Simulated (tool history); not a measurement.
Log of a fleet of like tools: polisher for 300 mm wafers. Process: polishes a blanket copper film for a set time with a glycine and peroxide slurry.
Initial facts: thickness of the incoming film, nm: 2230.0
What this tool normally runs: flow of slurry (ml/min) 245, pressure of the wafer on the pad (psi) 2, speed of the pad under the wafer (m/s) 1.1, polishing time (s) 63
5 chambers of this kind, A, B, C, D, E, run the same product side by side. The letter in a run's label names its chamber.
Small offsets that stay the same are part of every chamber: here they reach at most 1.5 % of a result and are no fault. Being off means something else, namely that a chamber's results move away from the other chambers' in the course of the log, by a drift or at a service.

run	hour	flow of slurry (ml/min)	pressure of the wafer on the pad (psi)	speed of the pad under the wafer (m/s)	polishing time (s)	wafers polished on this pad	hours since the slurry nozzle was cleaned	hours since the head pressure was calibrated	film removed (nm)
1D	5.4	245	2	1.1	63	255	109.7	1099.7	256.22
2C	12.8	245	2	1.1	63	984	285.9	72.4	259.21
3B	17.7	245	2	1.1	63	234	413.5	425.8	256.51
4A	23.9	245	2	1.1	63	629	277.3	188.8	255.64
5E	28.6	245	2	1.1	63	888	225.6	556.9	257.31
6E	33.8	245	2	1.1	63	934	230.8	562.1	255.53
# hour 36.9: chamber E: worn pad replaced by a new one
7A	43.3	245	2	1.1	63	799	296.7	208.2	257.78
8D	51.3	245	2	0.92	76	656	155.6	1145.6	267.14
# hour 60.1: chamber A: worn pad replaced by a new one
9B	60.7	245	2	0.92	76	610	456.5	468.8	269.53
10C	70.4	245	2	0.92	76	1487	343.5	130	265.97
11B	75.1	245	2	0.92	76	735	470.9	483.2	266.32
12C	80.9	245	2	0.92	76	1578	354	140.5	271.16
# hour 84.5: chamber D: worn pad replaced by a new one
13A	89.4	245	2	1.1	63	255	342.8	254.3	254.98
# hour 90.2: chamber E: slurry nozzle cleaned
# hour 98.1: chamber D: slurry nozzle cleaned
14D	98.2	245	2	1.1	63	120	0.2	1192.5	258.84
15E	103.7	245	2	1.1	63	583	13.5	632	258.37
16E	113.2	245	2	1.1	63	666	23	641.5	259.55
17A	121	245	2	1.1	63	531	374.4	285.9	255.61
# hour 122.7: chamber C: slurry nozzle cleaned
# hour 129: chamber B: worn pad replaced by a new one
18B	129.5	195	2	1.1	63	4	525.3	537.6	246.6
# hour 130.1: chamber E: worn pad replaced by a new one
19C	134.6	195	2	1.1	63	2047	12	194.2	242.5
20D	142.3	195	2	1.1	63	505	44.3	1236.6	250.88
21D	148.8	195	2	1.1	63	561	50.8	1243.1	252.15
# hour 148.9: chamber A: worn pad replaced by a new one
22E	154.3	195	2	1.1	63	212	64.1	682.6	252.02
23C	159.4	245	2	1.1	63	2264	36.8	219	251.01
24B	163.7	245	2	1.1	63	303	559.5	571.8	253.62
25A	169.2	245	2	1.1	63	177	422.6	334.1	260.32
# hour 170.7: chamber B: head pressure recalibrated
26E	174.2	170	2	0.92	63	385	84	702.5	216.15
27A	178.9	170	2	0.92	63	262	432.3	343.8	212.11
28D	188.3	170	2	0.92	63	906	90.3	1282.6	213.46
29C	196.9	170	2	0.92	63	2591	74.3	256.5	207.25
30B	202.9	170	2	0.92	63	645	598.7	32.2	210.83
31D	211.1	245	2	1.1	63	1106	113.1	1305.4	259.8
32B	215.6	245	2	1.1	63	756	611.4	44.9	254.69
33A	221.8	245	2	1.1	63	637	475.2	386.7	257.16
34C	230.2	285	2	1.1	42	2882	107.6	289.8	167.23

Each of the 5 chambers runs these same settings next. Fill in every chamber's results:
35A	237.3	285	2	1.1	63				?
35B	237.3	285	2	1.1	63				?
35C	237.3	285	2	1.1	63				?
35D	237.3	285	2	1.1	63				?
35E	237.3	285	2	1.1	63				?

run	film removed (nm)
35A	261.4
35B	258.38
35C	249.54
35D	261.99
35E	259.52
